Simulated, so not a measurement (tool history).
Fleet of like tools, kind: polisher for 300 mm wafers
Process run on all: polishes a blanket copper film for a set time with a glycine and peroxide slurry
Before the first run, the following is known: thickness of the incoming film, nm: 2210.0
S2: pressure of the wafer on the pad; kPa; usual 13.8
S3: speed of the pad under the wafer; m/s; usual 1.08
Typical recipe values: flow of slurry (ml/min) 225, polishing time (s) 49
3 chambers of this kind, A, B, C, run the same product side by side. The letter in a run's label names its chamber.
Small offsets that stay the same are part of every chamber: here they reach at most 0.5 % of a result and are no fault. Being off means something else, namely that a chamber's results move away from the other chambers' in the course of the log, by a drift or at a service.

{"day": 0.204, "done": "chamber C: worn pad replaced by a new one"}
{"run": "1A", "day": 0.521, "flow of slurry (ml/min)": 225, "S2": 13.8, "S3": 1.08, "polishing time (s)": 49, "film removed (angstrom)": 2086.5}
{"run": "2B", "day": 0.862, "flow of slurry (ml/min)": 225, "S2": 13.8, "S3": 1.08, "polishing time (s)": 49, "film removed (angstrom)": 2143.7}
{"run": "3C", "day": 1.417, "flow of slurry (ml/min)": 225, "S2": 13.8, "S3": 1.08, "polishing time (s)": 49, "film removed (angstrom)": 2140.2}
{"run": "4A", "day": 1.683, "flow of slurry (ml/min)": 225, "S2": 13.8, "S3": 1.08, "polishing time (s)": 49, "film removed (angstrom)": 2088}
{"run": "5B", "day": 2.242, "flow of slurry (ml/min)": 225, "S2": 9.7, "S3": 1.08, "polishing time (s)": 42, "film removed (angstrom)": 1394}
{"day": 2.367, "done": "chamber A: worn pad replaced by a new one"}
{"day": 2.375, "done": "chamber B: worn pad replaced by a new one"}
{"run": "6C", "day": 2.562, "flow of slurry (ml/min)": 225, "S2": 9.7, "S3": 1.08, "polishing time (s)": 42, "film removed (angstrom)": 1417.1}
{"run": "7A", "day": 2.925, "flow of slurry (ml/min)": 225, "S2": 9.7, "S3": 1.08, "polishing time (s)": 42, "film removed (angstrom)": 1429.6}
{"day": 3.283, "done": "chamber C: worn pad replaced by a new one"}
{"run": "8B", "day": 3.525, "flow of slurry (ml/min)": 225, "S2": 13.8, "S3": 1.08, "polishing time (s)": 49, "film removed (angstrom)": 2131.8}
{"run": "9C", "day": 3.854, "flow of slurry (ml/min)": 225, "S2": 13.8, "S3": 1.08, "polishing time (s)": 49, "film removed (angstrom)": 2148.2}
{"day": 4.25, "done": "chamber B: slurry nozzle cleaned"}
{"run": "10C", "day": 4.45, "flow of slurry (ml/min)": 225, "S2": 13.8, "S3": 1.08, "polishing time (s)": 49, "film removed (angstrom)": 2156.3}
{"run": "11B", "day": 4.988, "flow of slurry (ml/min)": 150, "S2": 13.8, "S3": 1.08, "polishing time (s)": 49, "film removed (angstrom)": 2067.9}
{"day": 5.283, "done": "chamber A: worn pad replaced by a new one"}
{"run": "12A", "day": 5.388, "flow of slurry (ml/min)": 150, "S2": 13.8, "S3": 1.08, "polishing time (s)": 49, "film removed (angstrom)": 2015.3}
{"day": 5.658, "done": "chamber B: head pressure recalibrated"}
{"day": 5.708, "done": "chamber C: worn pad replaced by a new one"}
{"run": "13A", "day": 5.996, "flow of slurry (ml/min)": 150, "S2": 13.8, "S3": 1.08, "polishing time (s)": 49, "film removed (angstrom)": 2028}
{"day": 6.033, "done": "chamber B: worn pad replaced by a new one"}
{"day": 6.196, "done": "chamber C: head pressure recalibrated"}
{"run": "14C", "day": 6.483, "flow of slurry (ml/min)": 225, "S2": 13.8, "S3": 1.08, "polishing time (s)": 49, "film removed (angstrom)": 2157.3}
{"run": "15B", "day": 6.908, "flow of slurry (ml/min)": 225, "S2": 13.8, "S3": 1.08, "polishing time (s)": 49, "film removed (angstrom)": 2293}
{"run": "16A", "day": 7.404, "flow of slurry (ml/min)": 225, "S2": 13.8, "S3": 1.08, "polishing time (s)": 49, "film removed (angstrom)": 2104.3}
{"day": 7.883, "done": "chamber A: worn pad replaced by a new one"}
{"run": "17B", "day": 7.908, "flow of slurry (ml/min)": 225, "S2": 13.8, "S3": 1.08, "polishing time (s)": 49, "film removed (angstrom)": 2321.5}
{"run": "18C", "day": 8.242, "flow of slurry (ml/min)": 225, "S2": 13.8, "S3": 1.08, "polishing time (s)": 49, "film removed (angstrom)": 2138.4}
{"run": "19B", "day": 8.612, "flow of slurry (ml/min)": 225, "S2": 13.8, "S3": 1.08, "polishing time (s)": 49, "film removed (angstrom)": 2306.2}
{"day": 8.862, "done": "chamber C: worn pad replaced by a new one"}
{"run": "20C", "day": 9.05, "flow of slurry (ml/min)": 225, "S2": 13.8, "S3": 1.08, "polishing time (s)": 49, "film removed (angstrom)": 2153.2}
{"run": "21A", "day": 9.546, "flow of slurry (ml/min)": 225, "S2": 13.8, "S3": 1.08, "polishing time (s)": 49, "film removed (angstrom)": 2142.8}
{"day": 9.562, "done": "chamber B: worn pad replaced by a new one"}
{"day": 9.725, "done": "chamber A: slurry nozzle cleaned"}
{"run": "22C", "day": 10.112, "flow of slurry (ml/min)": 225, "S2": 13.8, "S3": 1.08, "polishing time (s)": 49, "film removed (angstrom)": 2113.5}
{"run": "23A", "day": 10.629, "flow of slurry (ml/min)": 225, "S2": 13.8, "S3": 1.08, "polishing time (s)": 49, "film removed (angstrom)": 2149.5}
{"day": 11.079, "done": "chamber A: worn pad replaced by a new one"}
{"run": "24B", "day": 11.208, "flow of slurry (ml/min)": 225, "S2": 15.2, "S3": 1.08, "polishing time (s)": 64, "film removed (angstrom)": 3362}
{"day": 11.388, "done": "chamber C: worn pad replaced by a new one"}
{"run": "25C", "day": 11.55, "flow of slurry (ml/min)": 225, "S2": 15.2, "S3": 1.08, "polishing time (s)": 64, "film removed (angstrom)": 3023.9}
{"run": "26B", "day": 11.858, "flow of slurry (ml/min)": 225, "S2": 15.2, "S3": 1.08, "polishing time (s)": 64, "film removed (angstrom)": 3247.4}
{"run": "27A", "day": 12.304, "flow of slurry (ml/min)": 225, "S2": 13.8, "S3": 1.32, "polishing time (s)": 62, "film removed (angstrom)": 3153.5}
{"run": "28A", "day": 12.821, "flow of slurry (ml/min)": 225, "S2": 13.8, "S3": 1.32, "polishing time (s)": 62, "film removed (angstrom)": 3156.3}
{"run": "29C", "day": 13.429, "flow of slurry (ml/min)": 225, "S2": 13.8, "S3": 1.32, "polishing time (s)": 62, "film removed (angstrom)": 3172}
{"day": 13.65, "done": "chamber B: worn pad replaced by a new one"}
{"run": "30B", "day": 14.021, "flow of slurry (ml/min)": 225, "S2": 13.8, "S3": 1.08, "polishing time (s)": 49, "film removed (angstrom)": 2310}

One chamber off, gauge drift, or nothing amiss beyond the chambers' own small offsets? If it is a chamber, which one, and what is the likeliest cause?

Chamber B came out of a service off from its peers and stayed that way.
What lies behind it: head's pressure above its setpoint, % = 11.3.

Which of the 4 candidates below, each the usual settings with something changed and its results left as question marks, puts chamber B back in line with what the other chambers give on the usual settings?
In-line tolerance around the mean of the other chambers on the usual settings: film removed (angstrom) 97
{"run": "31B-1", "day": 14.454, "flow of slurry (ml/min)": 225, "S2": 13.8, "S3": 1.08, "polishing time (s)": 41, "film removed (angstrom)": "?"}
{"run": "31B-2", "day": 14.454, "flow of slurry (ml/min)": 230, "S2": 13.8, "S3": 1.18, "polishing time (s)": 54, "film removed (angstrom)": "?"}
{"run": "31B-3", "day": 14.454, "flow of slurry (ml/min)": 225, "S2": 15.2, "S3": 1.08, "polishing time (s)": 49, "film removed (angstrom)": "?"}
{"run": "31B-4", "day": 14.454, "flow of slurry (ml/min)": 220, "S2": 13.8, "S3": 0.96, "polishing time (s)": 49, "film removed (angstrom)": "?"}

Other chambers, usual settings, mean: film removed (angstrom) 2131.8
run=31B-1 film_removed_(angstrom)=1959.4
run=31B-2 film_removed_(angstrom)=2780.1
run=31B-3 film_removed_(angstrom)=2526.8
run=31B-4 film_removed_(angstrom)=2126.8
31B-4 brings the chamber back in line.
